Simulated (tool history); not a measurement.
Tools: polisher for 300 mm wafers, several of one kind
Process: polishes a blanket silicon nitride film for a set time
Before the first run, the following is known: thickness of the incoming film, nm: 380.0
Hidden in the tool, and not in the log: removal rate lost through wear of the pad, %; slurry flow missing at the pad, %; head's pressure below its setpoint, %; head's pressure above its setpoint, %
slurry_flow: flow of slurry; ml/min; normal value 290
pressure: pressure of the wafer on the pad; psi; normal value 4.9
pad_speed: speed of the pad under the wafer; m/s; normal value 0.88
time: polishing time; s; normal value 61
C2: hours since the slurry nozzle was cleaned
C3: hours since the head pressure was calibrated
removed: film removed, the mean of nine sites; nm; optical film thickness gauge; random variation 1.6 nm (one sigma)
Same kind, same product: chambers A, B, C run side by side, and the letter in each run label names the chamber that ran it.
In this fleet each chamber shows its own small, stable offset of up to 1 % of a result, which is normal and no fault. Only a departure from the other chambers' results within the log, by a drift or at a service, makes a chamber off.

Run 1A, day 0.238: usual settings; wafers polished on this pad 318; C2 164.9; C3 327.9. Result: removed 112.4 nm.
Run 2C, day 0.583: usual settings; wafers polished on this pad 636; C2 286.1; C3 106.9. Result: removed 111.36 nm.
Run 3B, day 0.758: usual settings; wafers polished on this pad 590; C2 258.9; C3 160.8. Result: removed 112.29 nm.
Run 4C, day 1.112: usual settings; wafers polished on this pad 750; C2 298.8; C3 119.6. Result: removed 114.68 nm.
At day 1.125: chamber B: worn pad replaced by a new one.
Run 5B, day 1.346: usual settings; wafers polished on this pad 47; C2 273; C3 174.9. Result: removed 109.64 nm.
Run 6A, day 1.583: usual settings; wafers polished on this pad 609; C2 197.2; C3 360.2. Result: removed 111.58 nm.
Run 7A, day 1.85: usual settings but pressure 4 psi, time 45 s; wafers polished on this pad 667; C2 203.6; C3 366.6. Result: removed 66.355 nm.
Run 8B, day 2.162: usual settings but pressure 4 psi, time 45 s; wafers polished on this pad 224; C2 292.6; C3 194.5. Result: removed 68.833 nm.
At day 2.2: chamber C: worn pad replaced by a new one.
Run 9C, day 2.442: usual settings but pressure 4 psi, time 45 s; wafers polished on this pad 53; C2 330.7; C3 151.5. Result: removed 68.313 nm.
Run 10A, day 2.662: usual settings; wafers polished on this pad 842; C2 223.1; C3 386.1. Result: removed 109.27 nm.
Run 11C, day 3.017: usual settings; wafers polished on this pad 177; C2 344.5; C3 165.3. Result: removed 114.54 nm.
Run 12B, day 3.275: usual settings; wafers polished on this pad 464; C2 319.3; C3 221.2. Result: removed 110.04 nm.
Run 13B, day 3.529: usual settings; wafers polished on this pad 519; C2 325.4; C3 227.3. Result: removed 110.57 nm.
At day 3.771: chamber B: worn pad replaced by a new one.
Run 14A, day 3.838: usual settings; wafers polished on this pad 1096; C2 251.3; C3 414.3. Result: removed 112.25 nm.
Run 15C, day 4.05: usual settings; wafers polished on this pad 400; C2 369.3; C3 190.1. Result: removed 112.79 nm.
Run 16B, day 4.371: usual settings; wafers polished on this pad 130; C2 345.6; C3 247.5. Result: removed 110.77 nm.
Run 17C, day 4.729: usual settings; wafers polished on this pad 547; C2 385.6; C3 206.4. Result: removed 113.22 nm.
Run 18A, day 4.917: usual settings; wafers polished on this pad 1329; C2 277.2; C3 440.2. Result: removed 114.53 nm.
Run 19B, day 5.246: usual settings; wafers polished on this pad 319; C2 366.6; C3 268.5. Result: removed 112.82 nm.
Run 20C, day 5.492: usual settings but pressure 5.8 psi; wafers polished on this pad 711; C2 403.9; C3 224.7. Result: removed 135.6 nm.
At day 5.621: chamber A: worn pad replaced by a new one.
Run 21A, day 5.812: usual settings but pressure 5.8 psi; wafers polished on this pad 41; C2 298.7; C3 461.7. Result: removed 134.69 nm.
Run 22B, day 6.029: usual settings but pressure 5.8 psi; wafers polished on this pad 488; C2 385.4; C3 287.3. Result: removed 132.97 nm.
Run 23A, day 6.258: usual settings; wafers polished on this pad 138; C2 309.4; C3 472.4. Result: removed 113.94 nm.
Run 24C, day 6.454: usual settings but slurry_flow 350 ml/min, pad_speed 1.04 m/s; wafers polished on this pad 919; C2 427; C3 247.8. Result: removed 134.57 nm.
Run 25C, day 6.817: usual settings but slurry_flow 350 ml/min, pad_speed 1.04 m/s; wafers polished on this pad 997; C2 435.7; C3 256.5. Result: removed 130.68 nm.
At day 6.929: chamber B: worn pad replaced by a new one.
Run 26B, day 7.171: usual settings but slurry_flow 350 ml/min, pad_speed 1.04 m/s; wafers polished on this pad 52; C2 412.8; C3 314.7. Result: removed 134.62 nm.
Run 27A, day 7.529: usual settings but pressure 5.4 psi; wafers polished on this pad 412; C2 339.9; C3 502.9. Result: removed 127.68 nm.
Run 28A, day 7.85: usual settings but pressure 5.4 psi; wafers polished on this pad 482; C2 347.6; C3 510.6. Result: removed 125.6 nm.
Run 29B, day 8.233: usual settings but pressure 5.4 psi; wafers polished on this pad 282; C2 438.3; C3 340.2. Result: removed 122.23 nm.

Next, all 3 chambers run the settings below, one line each with question marks for the results. What does each chamber give?
Run 30A, day 8.508: usual settings. Result: removed ?.
Run 30B, day 8.508: usual settings. Result: removed ?.
Run 30C, day 8.508: usual settings. Result: removed ?.

run  removed
30A   113.48
30B   110.43
30C   111.31

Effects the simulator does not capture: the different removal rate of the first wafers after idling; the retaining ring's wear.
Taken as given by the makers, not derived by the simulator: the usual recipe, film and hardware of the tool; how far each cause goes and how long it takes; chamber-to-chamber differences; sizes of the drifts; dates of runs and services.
